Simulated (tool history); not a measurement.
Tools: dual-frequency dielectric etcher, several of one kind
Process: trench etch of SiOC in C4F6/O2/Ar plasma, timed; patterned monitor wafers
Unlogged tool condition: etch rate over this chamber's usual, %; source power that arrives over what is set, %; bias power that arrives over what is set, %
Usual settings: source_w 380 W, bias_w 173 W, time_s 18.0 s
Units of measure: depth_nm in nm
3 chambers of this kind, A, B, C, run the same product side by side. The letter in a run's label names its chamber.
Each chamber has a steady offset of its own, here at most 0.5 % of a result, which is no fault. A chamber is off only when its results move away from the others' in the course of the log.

| run | day | source_w | bias_w | time_s | hours since the last wet clean | hours since the last source power generator calibration | hours since the last bias power generator calibration | read-back reference wafer on the same gauge, depth_nm | depth_nm |
|---|---|---|---|---|---|---|---|---|---|
| 1B | 0.471 | 380 | 173 | 18.0 | 51.4 | 3227.3 | 2104.6 | 33.203 | 36.375 |
| 2C | 0.904 | 380 | 173 | 18.0 | 189.5 | 1867.6 | 1988.0 | 33.183 | 36.159 |
| 3A | 1.212 | 380 | 173 | 18.0 | 580.3 | 1736.6 | 1404.8 | 33.179 | 36.203 |
| 4C | 1.546 | 380 | 173 | 18.0 | 204.9 | 1883.0 | 2003.4 | 33.178 | 36.304 |
| 5B | 1.933 | 380 | 173 | 18.0 | 86.5 | 3262.4 | 2139.7 | 33.149 | 36.330 |
| 6A | 2.325 | 380 | 173 | 18.0 | 607.0 | 1763.3 | 1431.5 | 33.144 | 36.224 |
| 7C | 2.746 | 380 | 193 | 18.0 | 233.7 | 1911.8 | 2032.2 | 33.149 | 37.523 |
| 8A | 3.004 | 380 | 193 | 18.0 | 623.3 | 1779.6 | 1447.8 | 33.145 | 37.497 |
| 9B | 3.517 | 380 | 193 | 18.0 | 124.5 | 3300.4 | 2177.7 | 33.128 | 37.469 |
| 10C | 3.942 | 380 | 173 | 18.0 | 262.4 | 1940.5 | 2060.9 | 33.118 | 36.190 |
| 11B | 4.421 | 380 | 173 | 18.0 | 146.2 | 3322.1 | 2199.4 | 33.114 | 36.219 |
| 12A | 4.762 | 380 | 173 | 18.0 | 665.5 | 1821.8 | 1490.0 | 33.097 | 36.263 |
| 13C | 5.283 | 300 | 173 | 18.0 | 294.6 | 1972.7 | 2093.1 | 33.103 | 33.057 |
| 14B | 5.575 | 300 | 173 | 18.0 | 173.9 | 3349.8 | 2227.1 | 33.086 | 33.184 |
| 15A | 6.029 | 300 | 173 | 18.0 | 695.9 | 1852.2 | 1520.4 | 33.081 | 32.881 |
|  | 6.054 | chamber A: wet clean of the chamber |
| 16A | 6.321 | 380 | 173 | 18.0 | 6.4 | 1859.2 | 1527.4 | 33.085 | 36.168 |
| 17C | 6.633 | 380 | 173 | 18.0 | 327.0 | 2005.1 | 2125.5 | 33.060 | 36.125 |
| 18B | 6.908 | 380 | 173 | 18.0 | 205.9 | 3381.8 | 2259.1 | 33.077 | 36.326 |
| 19A | 7.154 | 380 | 173 | 18.0 | 26.4 | 1879.2 | 1547.4 | 33.066 | 36.065 |
| 20C | 7.550 | 380 | 173 | 18.0 | 349.0 | 2027.1 | 2147.5 | 33.051 | 36.134 |
| 21B | 7.779 | 430 | 173 | 18.0 | 226.8 | 3402.7 | 2280.0 | 33.038 | 38.047 |
| 22B | 8.133 | 430 | 173 | 18.0 | 235.3 | 3411.2 | 2288.5 | 33.038 | 38.000 |
| 23C | 8.550 | 430 | 173 | 18.0 | 373.0 | 2051.1 | 2171.5 | 33.032 | 37.871 |
| 24A | 8.825 | 380 | 173 | 18.0 | 66.5 | 1919.3 | 1587.5 | 33.028 | 36.068 |
|  | 9.054 | chamber A: bias power generator calibrated |
| 25B | 9.208 | 380 | 173 | 18.0 | 261.1 | 3437.0 | 2314.3 | 33.034 | 36.215 |
| 26C | 9.442 | 380 | 140 | 13.5 | 394.4 | 2072.5 | 2192.9 | 33.010 | 25.368 |
| 27A | 9.833 | 380 | 140 | 13.5 | 90.7 | 1943.5 | 18.7 | 33.004 | 25.386 |
| 28B | 10.229 | 380 | 140 | 13.5 | 285.6 | 3461.5 | 2338.8 | 33.000 | 25.425 |

What goes on in this fleet: one chamber off, a drifting gauge, or nothing beyond the chambers' own small offsets? Name the chamber and the cause, if any.

The shared gauge is drifting. All chambers look as if they move in step, but none is off.
What lies behind it: gauge reads low (%) = 0.613.
